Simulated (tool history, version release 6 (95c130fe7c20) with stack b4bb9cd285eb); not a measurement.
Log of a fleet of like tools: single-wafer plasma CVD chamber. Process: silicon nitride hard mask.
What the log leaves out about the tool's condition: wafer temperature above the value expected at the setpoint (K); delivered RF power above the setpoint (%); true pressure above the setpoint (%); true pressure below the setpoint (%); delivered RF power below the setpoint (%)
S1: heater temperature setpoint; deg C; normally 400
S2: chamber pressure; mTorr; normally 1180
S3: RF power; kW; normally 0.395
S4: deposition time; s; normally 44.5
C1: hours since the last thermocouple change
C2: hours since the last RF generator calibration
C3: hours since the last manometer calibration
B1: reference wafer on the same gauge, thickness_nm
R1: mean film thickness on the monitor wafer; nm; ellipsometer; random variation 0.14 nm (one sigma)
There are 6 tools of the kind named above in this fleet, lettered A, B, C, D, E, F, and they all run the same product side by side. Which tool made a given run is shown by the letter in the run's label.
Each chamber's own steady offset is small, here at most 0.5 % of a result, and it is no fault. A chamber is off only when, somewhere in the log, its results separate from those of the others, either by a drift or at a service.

Run 1C, hour 9.6: usual settings; C1 890.2; C2 254; C3 706; B1 55.392. Result: R1 56.03 nm.
Run 2A, hour 19.2: usual settings; C1 414.5; C2 565.5; C3 428.8; B1 55.393. Result: R1 55.659 nm.
Run 3B, hour 27.6: usual settings; C1 1664.9; C2 476.4; C3 979.6; B1 55.432. Result: R1 55.73 nm.
At hour 31.8: chamber D: capacitance manometer re-zeroed and calibrated.
Run 4D, hour 34.3: usual settings; C1 1123.1; C2 437.2; C3 2.6; B1 55.407. Result: R1 55.21 nm.
Run 5F, hour 44.5: usual settings; C1 811.9; C2 74.2; C3 563.9; B1 55.385. Result: R1 55.784 nm.
At hour 45.1: chamber E: capacitance manometer re-zeroed and calibrated.
Run 6E, hour 52.3: usual settings; C1 451.9; C2 841.2; C3 7.3; B1 55.366. Result: R1 55.899 nm.
Run 7B, hour 65.3: usual settings; C1 1702.6; C2 514.1; C3 1017.3; B1 55.395. Result: R1 55.531 nm.
Run 8A, hour 73.1: usual settings but S2 1450 mTorr, S3 0.465 kW; C1 468.4; C2 619.4; C3 482.7; B1 55.429. Result: R1 65.24 nm.
Run 9F, hour 88: usual settings but S2 1450 mTorr, S3 0.465 kW; C1 855.4; C2 117.7; C3 607.4; B1 55.388. Result: R1 64.989 nm.
Run 10D, hour 99.5: usual settings but S2 1450 mTorr, S3 0.465 kW; C1 1188.3; C2 502.4; C3 67.8; B1 55.388. Result: R1 65.214 nm.
Run 11C, hour 108.9: usual settings but S2 1450 mTorr, S3 0.465 kW; C1 989.5; C2 353.3; C3 805.3; B1 55.41. Result: R1 65.43 nm.
Run 12E, hour 117.7: usual settings but S2 1450 mTorr, S3 0.465 kW; C1 517.3; C2 906.6; C3 72.7; B1 55.433. Result: R1 65.501 nm.
Run 13D, hour 131.4: usual settings but S2 1450 mTorr, S3 0.465 kW; C1 1220.2; C2 534.3; C3 99.7; B1 55.434. Result: R1 64.858 nm.
Run 14F, hour 144.9: usual settings; C1 912.3; C2 174.6; C3 664.3; B1 55.43. Result: R1 55.533 nm.
Run 15A, hour 153.9: usual settings but S2 1380 mTorr, S4 52.1 s; C1 549.2; C2 700.2; C3 563.5; B1 55.425. Result: R1 68.291 nm.
Run 16B, hour 168.1: usual settings but S2 1380 mTorr, S4 52.1 s; C1 1805.4; C2 616.9; C3 1120.1; B1 55.372. Result: R1 68.369 nm.
Run 17E, hour 179.3: usual settings but S2 1380 mTorr, S4 52.1 s; C1 578.9; C2 968.2; C3 134.3; B1 55.425. Result: R1 68.455 nm.
Run 18C, hour 192.6: usual settings but S2 1380 mTorr, S4 52.1 s; C1 1073.2; C2 437; C3 889; B1 55.356. Result: R1 68.593 nm.
Run 19F, hour 204.5: usual settings but S2 1380 mTorr, S4 52.1 s; C1 971.9; C2 234.2; C3 723.9; B1 55.439. Result: R1 68.105 nm.
Run 20E, hour 212.5: usual settings but S2 1380 mTorr, S4 52.1 s; C1 612.1; C2 1001.4; C3 167.5; B1 55.368. Result: R1 68.542 nm.
Run 21C, hour 219.9: usual settings; C1 1100.5; C2 464.3; C3 916.3; B1 55.407. Result: R1 55.866 nm.
At hour 227.9: chamber F: capacitance manometer re-zeroed and calibrated.
Run 22A, hour 232.4: usual settings; C1 627.7; C2 778.7; C3 642; B1 55.38. Result: R1 55.49 nm.
Run 23D, hour 244.7: usual settings; C1 1333.5; C2 647.6; C3 213; B1 55.436. Result: R1 55.562 nm.
Run 24B, hour 251.8: usual settings; C1 1889.1; C2 700.6; C3 1203.8; B1 55.362. Result: R1 55.375 nm.
Run 25E, hour 258.9: usual settings; C1 658.5; C2 1047.8; C3 213.9; B1 55.389. Result: R1 56.028 nm.
Run 26B, hour 268.6: usual settings; C1 1905.9; C2 717.4; C3 1220.6; B1 55.414. Result: R1 55.677 nm.
Run 27C, hour 276.4: usual settings; C1 1157; C2 520.8; C3 972.8; B1 55.4. Result: R1 56.031 nm.
Run 28A, hour 291.6: usual settings; C1 686.9; C2 837.9; C3 701.2; B1 55.387. Result: R1 55.77 nm.
Run 29F, hour 303.7: usual settings; C1 1071.1; C2 333.4; C3 75.8; B1 55.354. Result: R1 54.422 nm.
Run 30D, hour 315.4: usual settings; C1 1404.2; C2 718.3; C3 283.7; B1 55.423. Result: R1 55.181 nm.
Run 31F, hour 329.4: usual settings but S4 51.4 s; C1 1096.8; C2 359.1; C3 101.5; B1 55.38. Result: R1 63.379 nm.
Run 32A, hour 344.2: usual settings but S4 51.4 s; C1 739.5; C2 890.5; C3 753.8; B1 55.408. Result: R1 64.234 nm.
Run 33C, hour 354.4: usual settings but S4 51.4 s; C1 1235; C2 598.8; C3 1050.8; B1 55.405. Result: R1 64.373 nm.
Run 34E, hour 366: usual settings but S4 51.4 s; C1 765.6; C2 1154.9; C3 321; B1 55.434. Result: R1 64.485 nm.
Run 35B, hour 373.4: usual settings but S4 51.4 s; C1 2010.7; C2 822.2; C3 1325.4; B1 55.418. Result: R1 64.242 nm.
Run 36D, hour 383.2: usual settings but S4 51.4 s; C1 1472; C2 786.1; C3 351.5; B1 55.455. Result: R1 64.067 nm.
Run 37A, hour 394.3: usual settings; C1 789.6; C2 940.6; C3 803.9; B1 55.403. Result: R1 55.479 nm.
Run 38F, hour 403: usual settings; C1 1170.4; C2 432.7; C3 175.1; B1 55.387. Result: R1 54.794 nm.
Run 39D, hour 411.9: usual settings; C1 1500.7; C2 814.8; C3 380.2; B1 55.374. Result: R1 55.103 nm.
Run 40C, hour 422.5: usual settings; C1 1303.1; C2 666.9; C3 1118.9; B1 55.375. Result: R1 55.793 nm.

Predict what each chamber gives when all 6 of them run the settings below next.
Run 41A, hour 433.4: usual settings. Result: R1 ?.
Run 41B, hour 433.4: usual settings. Result: R1 ?.
Run 41C, hour 433.4: usual settings. Result: R1 ?.
Run 41D, hour 433.4: usual settings. Result: R1 ?.
Run 41E, hour 433.4: usual settings. Result: R1 ?.
Run 41F, hour 433.4: usual settings. Result: R1 ?.

run      R1
41A  55.724
41B   55.73
41C  55.678
41D   55.13
41E  55.824
41F  54.618
